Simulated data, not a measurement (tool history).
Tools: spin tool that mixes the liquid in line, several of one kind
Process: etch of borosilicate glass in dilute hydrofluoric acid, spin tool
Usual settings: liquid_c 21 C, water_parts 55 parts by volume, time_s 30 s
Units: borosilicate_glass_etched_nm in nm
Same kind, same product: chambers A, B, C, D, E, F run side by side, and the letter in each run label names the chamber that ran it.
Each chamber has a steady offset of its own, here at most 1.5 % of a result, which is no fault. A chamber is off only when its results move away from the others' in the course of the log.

run,hour,liquid_c,water_parts,time_s,hours since the thermometer was replaced,hours since the hydrofluoric acid flow meter was replaced,"read-back film thickness of the borosilicate glass reference wafer, read on the same gauge (nm)",borosilicate_glass_etched_nm
1C,9.2,21,55,30,614.3,117.5,89.981,16.481
2A,17.3,21,55,30,767.2,187.4,89.974,16.349
3F,24.1,21,55,30,2308.3,895.7,90.006,16.464
4E,32.6,21,55,30,830.4,544,90.006,16.649
5B,38,21,55,30,193.4,683.5,90.014,16.674
6D,49.5,23.5,40,30,391.4,71.8,89.974,25.682
7E,55,23.5,40,30,852.8,566.4,90.017,25.929
# hour 61: chamber F: thermometer replaced
8F,64.7,23.5,40,30,3.8,936.3,89.999,25.723
9B,72.2,23.5,40,30,227.6,717.7,89.987,25.951
10C,77.7,23.5,40,30,682.8,186,89.984,25.754
11D,87.3,23.5,40,30,429.2,109.6,90.02,25.689
12A,96.9,21,55,30,846.8,267,90.004,16.439
13E,107.9,21,55,30,905.7,619.3,90.008,16.608
14A,117.7,21,55,30,867.6,287.8,89.977,16.54
15B,126.6,21,55,30,282,772.1,90.007,16.76
16D,134.9,21,55,30,476.8,157.2,90.021,16.82
17C,145.3,21,55,30,750.4,253.6,90.021,17.143
# hour 154: chamber C: thermometer replaced
18F,156.6,21,55,30,95.7,1028.2,89.98,16.488
19C,163.7,21,55,30,9.8,272,89.997,16.381
20E,171.6,26,55,30,969.4,683,90.009,20.431
21A,180,26,55,30,929.9,350.1,90,20.053
22B,190.9,26,55,30,346.3,836.4,90.003,20.379
23F,201.8,26,55,30,140.9,1073.4,89.979,20.123
24D,208.2,26,55,30,550.1,230.5,89.986,20.604
# hour 209.2: chamber F: hydrofluoric acid flow meter replaced
25A,216.2,26,55,30,966.1,386.3,89.971,20.406
26B,225.7,21,55,30,381.1,871.2,89.985,17.071
27F,233.3,21,55,30,172.4,24.1,90.034,16.634
28D,243,21,55,30,584.9,265.3,89.972,16.764
29E,250.2,21,40,20,1048,761.6,90.009,15.702
30C,261.9,21,40,20,108,370.2,89.998,15.441
31B,269.6,21,40,20,425,915.1,89.996,15.495
32D,277.8,21,40,20,619.7,300.1,89.996,15.78
33C,287.4,21,40,20,133.5,395.7,89.964,15.536
34F,299.2,21,40,20,238.3,90,89.996,15.454
35E,308.3,21,55,30,1106.1,819.7,90.016,16.518
36A,316.5,21,75,30,1066.4,486.6,89.984,11.609
37C,324.2,21,75,30,170.3,432.5,90.014,11.72
38E,334.7,21,75,30,1132.5,846.1,90.007,11.895
39D,343.8,21,75,30,685.7,366.1,90.007,12.023
40F,355.2,21,75,30,294.3,146,89.986,11.639
41B,361,21,75,30,516.4,1006.5,89.998,11.831

Has any chamber moved away from the others, gradually or after a service, or does the common gauge drift, or do the chambers differ only by their own small steady offsets? State the chamber and the most likely cause if one applies.

Beyond each chamber's small constant offset nothing stands out, and the gauge stays steady.

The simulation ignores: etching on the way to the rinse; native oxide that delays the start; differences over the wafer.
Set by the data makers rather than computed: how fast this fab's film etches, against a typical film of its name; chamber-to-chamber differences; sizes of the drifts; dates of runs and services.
